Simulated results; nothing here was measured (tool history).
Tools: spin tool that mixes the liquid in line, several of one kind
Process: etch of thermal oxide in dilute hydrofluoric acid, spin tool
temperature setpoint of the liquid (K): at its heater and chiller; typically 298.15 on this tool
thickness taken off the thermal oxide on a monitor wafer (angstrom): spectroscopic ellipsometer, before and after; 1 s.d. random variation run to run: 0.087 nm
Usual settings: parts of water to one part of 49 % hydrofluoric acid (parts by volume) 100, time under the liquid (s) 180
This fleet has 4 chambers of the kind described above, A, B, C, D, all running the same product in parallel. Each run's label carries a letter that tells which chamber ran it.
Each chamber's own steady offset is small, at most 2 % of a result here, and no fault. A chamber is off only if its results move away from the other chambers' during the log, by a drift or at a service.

run,hour,temperature setpoint of the liquid (K),parts of water to one part of 49 % hydrofluoric acid (parts by volume),time under the liquid (s),"read-back film thickness of the thermal oxide reference wafer, read on the same gauge (nm)",thickness taken off the thermal oxide on a monitor wafer (angstrom)
1B,5.6,298.15,100,180,140.00,86.798
2D,8.7,298.15,100,180,139.99,86.611
3A,13.8,298.15,100,180,139.99,88.277
4C,18.1,298.15,100,180,140.00,90.202
5C,23.0,298.15,100,180,139.99,90.504
6D,28.3,298.15,100,180,140.00,87.727
7A,34.1,298.15,100,180,140.02,87.465
8B,39.6,298.15,100,180,139.99,89.855
9C,44.5,298.15,100,180,139.96,87.517
10A,49.7,298.15,70,85,140.00,60.603
11D,55.3,298.15,70,85,139.98,63.115
12B,58.7,298.15,70,85,139.97,60.538
13A,61.9,298.15,70,85,139.98,60.794
14D,66.8,300.65,100,180,139.96,100.970
15B,70.2,300.65,100,180,140.00,96.209
16C,74.8,300.65,100,180,140.00,98.935
17D,79.2,300.65,100,180,139.97,99.312
18C,85.1,298.15,100,180,139.99,89.507
19A,89.4,298.15,100,180,140.00,87.133
20B,94.9,298.15,100,180,139.99,88.243
21A,99.7,298.15,100,180,140.00,87.058
22D,102.9,298.15,100,180,140.00,96.268
23C,107.1,298.15,100,180,140.01,89.386
24B,109.9,298.15,100,180,139.98,87.894
25D,114.9,298.15,65,240,140.00,203.380
26C,118.2,298.15,65,240,140.01,191.150
27B,123.6,298.15,65,240,140.01,188.680
28A,126.6,298.15,65,240,140.00,185.520
29B,129.6,298.15,100,180,140.00,87.034
# hour 130.2: chamber D: thermometer replaced
30C,135.4,298.15,100,180,140.00,89.336
31A,138.3,298.15,100,180,139.99,86.121
32D,141.1,298.15,100,180,139.97,98.257
33C,144.3,298.15,100,180,139.99,89.949

Next, all 4 chambers run the settings below, one line each with question marks for the results. What does each chamber give?
34A,148.6,298.15,100,225,,?
34B,148.6,298.15,100,225,,?
34C,148.6,298.15,100,225,,?
34D,148.6,298.15,100,225,,?

run,thickness taken off the thermal oxide on a monitor wafer (angstrom)
34A,109.490
34B,109.210
34C,112.730
34D,122.190

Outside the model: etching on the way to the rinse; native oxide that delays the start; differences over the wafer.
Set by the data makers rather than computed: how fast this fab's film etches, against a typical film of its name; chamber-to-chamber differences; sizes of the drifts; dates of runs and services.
